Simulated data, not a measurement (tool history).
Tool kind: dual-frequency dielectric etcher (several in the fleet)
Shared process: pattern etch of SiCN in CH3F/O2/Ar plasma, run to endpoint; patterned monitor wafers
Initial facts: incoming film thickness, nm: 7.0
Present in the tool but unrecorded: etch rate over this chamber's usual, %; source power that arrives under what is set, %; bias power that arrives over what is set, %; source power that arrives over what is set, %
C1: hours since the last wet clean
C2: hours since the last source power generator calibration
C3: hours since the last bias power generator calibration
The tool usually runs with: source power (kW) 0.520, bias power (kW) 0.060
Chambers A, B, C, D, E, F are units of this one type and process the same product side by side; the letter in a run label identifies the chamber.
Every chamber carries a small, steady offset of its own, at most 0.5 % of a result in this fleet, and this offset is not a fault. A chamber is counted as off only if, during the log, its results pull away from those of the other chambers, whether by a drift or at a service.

Run 1F, hour 6.0: usual settings; C1 364.3; C2 3590.5; C3 895.8. Result: endpoint time (s) 17.788.
Run 2A, hour 14.0: usual settings; C1 269.7; C2 1923.2; C3 170.7. Result: endpoint time (s) 18.116.
Run 3E, hour 25.5: usual settings; C1 412.7; C2 2227.9; C3 2366.6. Result: endpoint time (s) 18.064.
At hour 33.7: chamber D: wet clean of the chamber.
Run 4B, hour 38.0: usual settings; C1 149.5; C2 1940.5; C3 352.3. Result: endpoint time (s) 17.819.
Run 5D, hour 48.9: usual settings; C1 15.3; C2 883.9; C3 3176.4. Result: endpoint time (s) 18.199.
Run 6C, hour 55.1: usual settings; C1 221.2; C2 609.6; C3 456.9. Result: endpoint time (s) 17.891.
Run 7A, hour 64.8: usual settings; C1 320.5; C2 1974.0; C3 221.5. Result: endpoint time (s) 18.082.
Run 8B, hour 76.6: usual settings but bias power (kW) 0.071; C1 188.1; C2 1979.1; C3 390.9. Result: endpoint time (s) 17.062.
Run 9E, hour 83.6: usual settings but bias power (kW) 0.071; C1 470.8; C2 2286.0; C3 2424.7. Result: endpoint time (s) 17.108.
At hour 96.1: chamber A: wet clean of the chamber.
Run 10C, hour 96.7: usual settings but bias power (kW) 0.071; C1 262.8; C2 651.2; C3 498.5. Result: endpoint time (s) 17.113.
Run 11F, hour 105.5: usual settings but bias power (kW) 0.071; C1 463.8; C2 3690.0; C3 995.3. Result: endpoint time (s) 16.924.
Run 12D, hour 112.2: usual settings but bias power (kW) 0.071; C1 78.6; C2 947.2; C3 3239.7. Result: endpoint time (s) 16.627.
Run 13C, hour 119.2: usual settings but bias power (kW) 0.071; C1 285.3; C2 673.7; C3 521.0. Result: endpoint time (s) 17.145.
At hour 126.3: chamber F: wet clean of the chamber.
Run 14F, hour 128.5: usual settings; C1 2.2; C2 3713.0; C3 1018.3. Result: endpoint time (s) 17.968.
Run 15E, hour 134.4: usual settings; C1 521.6; C2 2336.8; C3 2475.5. Result: endpoint time (s) 17.926.
Run 16B, hour 143.9: usual settings; C1 255.4; C2 2046.4; C3 458.2. Result: endpoint time (s) 17.847.
At hour 145.7: chamber E: wet clean of the chamber.
Run 17D, hour 156.1: usual settings; C1 122.5; C2 991.1; C3 3283.6. Result: endpoint time (s) 17.925.
Run 18A, hour 164.3: usual settings; C1 68.2; C2 2073.5; C3 321.0. Result: endpoint time (s) 18.120.
Run 19E, hour 175.9: usual settings; C1 30.3; C2 2378.3; C3 2517.0. Result: endpoint time (s) 18.037.
Run 20B, hour 185.9: usual settings; C1 297.4; C2 2088.4; C3 500.2. Result: endpoint time (s) 17.853.
Run 21C, hour 195.9: usual settings; C1 362.0; C2 750.4; C3 597.7. Result: endpoint time (s) 17.992.
At hour 201.4: chamber B: wet clean of the chamber.
Run 22F, hour 207.6: usual settings; C1 81.3; C2 3792.1; C3 1097.4. Result: endpoint time (s) 17.697.
Run 23D, hour 214.7: usual settings but source power (kW) 0.600; C1 181.1; C2 1049.7; C3 3342.2. Result: endpoint time (s) 16.760.
Run 24A, hour 221.9: usual settings but source power (kW) 0.600; C1 125.8; C2 2131.1; C3 378.6. Result: endpoint time (s) 17.268.
Run 25D, hour 229.9: usual settings but source power (kW) 0.600; C1 196.3; C2 1064.9; C3 3357.4. Result: endpoint time (s) 16.937.
Run 26F, hour 237.1: usual settings but source power (kW) 0.600; C1 110.8; C2 3821.6; C3 1126.9. Result: endpoint time (s) 16.693.
Run 27E, hour 249.8: usual settings but source power (kW) 0.600; C1 104.2; C2 2452.2; C3 2590.9. Result: endpoint time (s) 16.966.
At hour 256.9: chamber C: wet clean of the chamber.
Run 28A, hour 257.8: usual settings but source power (kW) 0.600; C1 161.7; C2 2167.0; C3 414.5. Result: endpoint time (s) 17.082.
Run 29B, hour 269.6: usual settings; C1 68.3; C2 2172.1; C3 583.9. Result: endpoint time (s) 17.191.
Run 30C, hour 278.0: usual settings; C1 21.2; C2 832.5; C3 679.8. Result: endpoint time (s) 17.996.
Run 31A, hour 285.2: usual settings; C1 189.1; C2 2194.4; C3 441.9. Result: endpoint time (s) 18.223.
Run 32C, hour 291.4: usual settings; C1 34.6; C2 845.9; C3 693.2. Result: endpoint time (s) 18.161.
Run 33D, hour 299.2: usual settings but bias power (kW) 0.069; C1 265.6; C2 1134.2; C3 3426.7. Result: endpoint time (s) 17.252.
Run 34F, hour 305.7: usual settings but bias power (kW) 0.069; C1 179.4; C2 3890.2; C3 1195.5. Result: endpoint time (s) 17.033.
Run 35E, hour 316.8: usual settings but bias power (kW) 0.069; C1 171.2; C2 2519.2; C3 2657.9. Result: endpoint time (s) 17.167.
Run 36B, hour 322.6: usual settings but bias power (kW) 0.069; C1 121.3; C2 2225.1; C3 636.9. Result: endpoint time (s) 16.246.
Run 37B, hour 334.4: usual settings but bias power (kW) 0.069; C1 133.1; C2 2236.9; C3 648.7. Result: endpoint time (s) 16.513.
Run 38C, hour 342.6: usual settings but bias power (kW) 0.069; C1 85.8; C2 897.1; C3 744.4. Result: endpoint time (s) 17.013.
Run 39D, hour 349.0: usual settings; C1 315.4; C2 1184.0; C3 3476.5. Result: endpoint time (s) 18.017.
Run 40E, hour 360.5: usual settings; C1 214.9; C2 2562.9; C3 2701.6. Result: endpoint time (s) 17.835.
Run 41F, hour 373.6: usual settings but source power (kW) 0.410, bias power (kW) 0.047; C1 247.3; C2 3958.1; C3 1263.4. Result: endpoint time (s) 21.052.
Run 42A, hour 382.6: usual settings but source power (kW) 0.410, bias power (kW) 0.047; C1 286.5; C2 2291.8; C3 539.3. Result: endpoint time (s) 21.561.
Run 43F, hour 396.0: usual settings but source power (kW) 0.410, bias power (kW) 0.047; C1 269.7; C2 3980.5; C3 1285.8. Result: endpoint time (s) 20.808.

All chambers now run identical settings, listed one chamber a line with results as question marks. What results will each chamber show?
Run 44A, hour 405.6: usual settings but source power (kW) 0.600. Result: endpoint time (s) ?.
Run 44B, hour 405.6: usual settings but source power (kW) 0.600. Result: endpoint time (s) ?.
Run 44C, hour 405.6: usual settings but source power (kW) 0.600. Result: endpoint time (s) ?.
Run 44D, hour 405.6: usual settings but source power (kW) 0.600. Result: endpoint time (s) ?.
Run 44E, hour 405.6: usual settings but source power (kW) 0.600. Result: endpoint time (s) ?.
Run 44F, hour 405.6: usual settings but source power (kW) 0.600. Result: endpoint time (s) ?.

run  endpoint time (s)
44A             17.066
44B             16.093
44C             17.139
44D             16.779
44E             17.004
44F             16.976
